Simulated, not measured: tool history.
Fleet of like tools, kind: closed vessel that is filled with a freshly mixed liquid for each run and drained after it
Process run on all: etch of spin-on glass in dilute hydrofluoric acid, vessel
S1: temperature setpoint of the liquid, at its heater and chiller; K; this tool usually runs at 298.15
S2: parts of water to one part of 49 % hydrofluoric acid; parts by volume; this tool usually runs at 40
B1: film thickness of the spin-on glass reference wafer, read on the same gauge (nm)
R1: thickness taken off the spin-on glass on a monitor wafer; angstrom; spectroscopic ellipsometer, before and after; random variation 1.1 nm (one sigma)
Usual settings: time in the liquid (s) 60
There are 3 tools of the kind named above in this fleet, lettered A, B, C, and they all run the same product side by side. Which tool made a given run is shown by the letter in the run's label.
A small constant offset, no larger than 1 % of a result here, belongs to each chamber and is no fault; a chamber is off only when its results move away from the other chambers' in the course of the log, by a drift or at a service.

{"run": "1C", "hour": 11.2, "S1": 298.15, "S2": 40, "time in the liquid (s)": 60, "B1": 99.995, "R1": 1178.0}
{"run": "2A", "hour": 17.0, "S1": 298.15, "S2": 40, "time in the liquid (s)": 60, "B1": 100.0, "R1": 1155.6}
{"run": "3B", "hour": 27.1, "S1": 298.15, "S2": 40, "time in the liquid (s)": 60, "B1": 99.997, "R1": 1151.5}
{"run": "4C", "hour": 36.3, "S1": 298.15, "S2": 40, "time in the liquid (s)": 60, "B1": 99.985, "R1": 1166.9}
{"run": "5A", "hour": 46.7, "S1": 298.15, "S2": 40, "time in the liquid (s)": 60, "B1": 100.01, "R1": 1143.4}
{"run": "6B", "hour": 55.3, "S1": 298.15, "S2": 40, "time in the liquid (s)": 60, "B1": 100.02, "R1": 1133.6}
{"run": "7C", "hour": 62.8, "S1": 298.15, "S2": 40, "time in the liquid (s)": 60, "B1": 99.994, "R1": 1158.2}
{"run": "8A", "hour": 71.9, "S1": 298.15, "S2": 40, "time in the liquid (s)": 60, "B1": 100.05, "R1": 1152.0}
{"run": "9B", "hour": 78.2, "S1": 301.65, "S2": 50, "time in the liquid (s)": 60, "B1": 99.975, "R1": 1026.9}
{"hour": 83.7, "done": "chamber A: hydrofluoric acid flow meter replaced"}
{"run": "10A", "hour": 86.7, "S1": 301.65, "S2": 50, "time in the liquid (s)": 60, "B1": 100.0, "R1": 1055.6}
{"run": "11C", "hour": 98.0, "S1": 301.65, "S2": 50, "time in the liquid (s)": 60, "B1": 99.993, "R1": 1050.2}
{"run": "12B", "hour": 111.1, "S1": 298.15, "S2": 40, "time in the liquid (s)": 60, "B1": 100.02, "R1": 1161.3}
{"run": "13C", "hour": 124.6, "S1": 298.15, "S2": 40, "time in the liquid (s)": 60, "B1": 100.02, "R1": 1156.5}
{"run": "14B", "hour": 135.5, "S1": 298.15, "S2": 40, "time in the liquid (s)": 60, "B1": 100.02, "R1": 1159.6}
{"run": "15A", "hour": 146.9, "S1": 298.15, "S2": 40, "time in the liquid (s)": 60, "B1": 100.01, "R1": 1158.0}
{"run": "16C", "hour": 154.1, "S1": 298.15, "S2": 40, "time in the liquid (s)": 60, "B1": 100.0, "R1": 1150.2}
{"run": "17B", "hour": 160.5, "S1": 298.15, "S2": 50, "time in the liquid (s)": 60, "B1": 100.01, "R1": 912.7}
{"run": "18A", "hour": 173.8, "S1": 298.15, "S2": 50, "time in the liquid (s)": 60, "B1": 99.978, "R1": 920.41}
{"run": "19C", "hour": 182.9, "S1": 298.15, "S2": 50, "time in the liquid (s)": 60, "B1": 99.998, "R1": 883.53}
{"run": "20A", "hour": 190.6, "S1": 298.15, "S2": 40, "time in the liquid (s)": 60, "B1": 100.03, "R1": 1159.9}
{"run": "21B", "hour": 201.0, "S1": 298.15, "S2": 40, "time in the liquid (s)": 60, "B1": 100.02, "R1": 1143.3}
{"run": "22C", "hour": 212.9, "S1": 298.15, "S2": 40, "time in the liquid (s)": 60, "B1": 100.0, "R1": 1118.2}
{"run": "23B", "hour": 226.3, "S1": 298.15, "S2": 50, "time in the liquid (s)": 90, "B1": 100.01, "R1": 1352.1}
{"run": "24A", "hour": 232.6, "S1": 298.15, "S2": 50, "time in the liquid (s)": 90, "B1": 100.01, "R1": 1382.4}
{"run": "25B", "hour": 243.2, "S1": 298.15, "S2": 50, "time in the liquid (s)": 90, "B1": 99.997, "R1": 1364.2}
{"run": "26A", "hour": 252.1, "S1": 298.15, "S2": 40, "time in the liquid (s)": 80, "B1": 99.983, "R1": 1539.7}
{"run": "27C", "hour": 261.7, "S1": 298.15, "S2": 40, "time in the liquid (s)": 80, "B1": 100.01, "R1": 1473.1}
{"run": "28A", "hour": 269.6, "S1": 298.15, "S2": 40, "time in the liquid (s)": 80, "B1": 99.998, "R1": 1531.2}
{"run": "29B", "hour": 280.5, "S1": 298.15, "S2": 25, "time in the liquid (s)": 45, "B1": 99.996, "R1": 1397.0}
{"run": "30C", "hour": 287.7, "S1": 298.15, "S2": 25, "time in the liquid (s)": 45, "B1": 100.0, "R1": 1337.0}

For the next run the whole fleet of 3 chambers uses the same settings. Give each chamber's results:
{"run": "31A", "hour": 297.4, "S1": 298.15, "S2": 50, "time in the liquid (s)": 60, "R1": "?"}
{"run": "31B", "hour": 297.4, "S1": 298.15, "S2": 50, "time in the liquid (s)": 60, "R1": "?"}
{"run": "31C", "hour": 297.4, "S1": 298.15, "S2": 50, "time in the liquid (s)": 60, "R1": "?"}

run=31A R1=911.20
run=31B R1=904.97
run=31C R1=862.31

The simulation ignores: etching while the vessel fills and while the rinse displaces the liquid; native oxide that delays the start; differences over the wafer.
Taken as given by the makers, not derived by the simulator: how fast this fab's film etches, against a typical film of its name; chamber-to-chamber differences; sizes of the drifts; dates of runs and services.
